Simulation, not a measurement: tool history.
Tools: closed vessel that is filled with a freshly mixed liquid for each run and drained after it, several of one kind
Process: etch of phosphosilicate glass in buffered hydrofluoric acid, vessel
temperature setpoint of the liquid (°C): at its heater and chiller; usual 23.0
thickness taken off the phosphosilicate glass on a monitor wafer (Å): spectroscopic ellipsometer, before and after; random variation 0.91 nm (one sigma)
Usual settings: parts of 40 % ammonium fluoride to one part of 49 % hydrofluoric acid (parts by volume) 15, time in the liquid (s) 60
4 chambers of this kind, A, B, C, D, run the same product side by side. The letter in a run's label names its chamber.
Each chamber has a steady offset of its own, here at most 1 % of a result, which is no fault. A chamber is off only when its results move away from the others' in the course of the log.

run	hour	temperature setpoint of the liquid (°C)	parts of 40 % ammonium fluoride to one part of 49 % hydrofluoric acid (parts by volume)	time in the liquid (s)	read-back film thickness of the phosphosilicate glass reference wafer, read on the same gauge (nm)	thickness taken off the phosphosilicate glass on a monitor wafer (Å)
1D	5.9	23.0	15	60	50.010	1155.00
2A	15.1	23.0	15	60	50.011	1176.30
3B	19.7	23.0	15	60	49.995	1168.50
4C	26.6	23.0	15	60	50.004	1159.00
5B	32.6	23.0	15	60	49.987	1170.00
6A	39.3	23.0	15	60	49.964	1169.20
7D	44.2	23.0	17	40	49.982	670.24
8C	49.9	23.0	17	40	50.019	687.06
9C	54.4	23.0	17	40	49.970	690.59
10A	62.6	23.0	17	40	50.005	703.97
11B	69.0	23.0	15	60	49.984	1158.90
12D	76.0	23.0	15	60	49.968	1140.30
13C	81.6	23.0	15	60	49.982	1166.20
14B	90.6	23.0	15	60	50.043	1169.90
15A	95.3	27.0	15	60	49.986	1493.60
16D	103.8	27.0	15	60	49.992	1422.60
17D	111.4	27.0	15	60	50.055	1418.80
# hour 113.4: chamber D: thermometer replaced
18C	116.6	27.0	15	60	50.044	1468.90
19B	124.8	23.0	15	60	50.005	1170.90
20A	129.3	23.0	15	60	49.984	1210.20
21A	134.7	23.0	15	60	49.959	1201.40
22D	143.4	23.0	15	60	49.982	1155.40
23C	150.4	18.5	15	30	49.970	461.43
24B	158.9	18.5	15	30	50.006	447.81
25D	165.4	18.5	15	30	49.972	451.51
# hour 169.2: chamber A: hydrofluoric acid flow meter replaced
26A	173.6	18.5	15	30	49.973	484.23
27B	179.0	23.0	15	60	50.013	1159.30
28C	186.4	23.0	15	60	49.987	1179.10
29B	194.8	23.0	15	60	50.005	1159.10
30C	199.3	23.0	15	60	50.025	1175.40
31A	207.5	23.0	20	60	50.044	956.30
32D	213.3	23.0	20	60	49.987	875.27

What goes on in this fleet: one chamber off, a drifting gauge, or nothing beyond the chambers' own small offsets? Name the chamber and the cause, if any.

Chamber A drifts away from the others.
Cause: liquid hotter than its thermometer reads (K) = 1.73.

Here are 4 candidates for chamber A's next run, each the usual settings with a change, their results left as question marks. Which one brings its results back in line with what the others give on the usual settings?
In line means no further than this from the other chambers' mean on the usual settings: thickness taken off the phosphosilicate glass on a monitor wafer (Å) 32.00
33A-1	220.1	23.0	12.5	60		?
33A-2	220.1	22.5	16.0	55		?
33A-3	220.1	21.0	15.0	60		?
33A-4	220.1	23.5	15.0	65		?

The other chambers' mean on the usual settings: thickness taken off the phosphosilicate glass on a monitor wafer (Å) 1162.10
run	thickness taken off the phosphosilicate glass on a monitor wafer (Å)
33A-1	1539.90
33A-2	1076.90
33A-3	1151.90
33A-4	1432.90
33A-3 brings the chamber back in line.
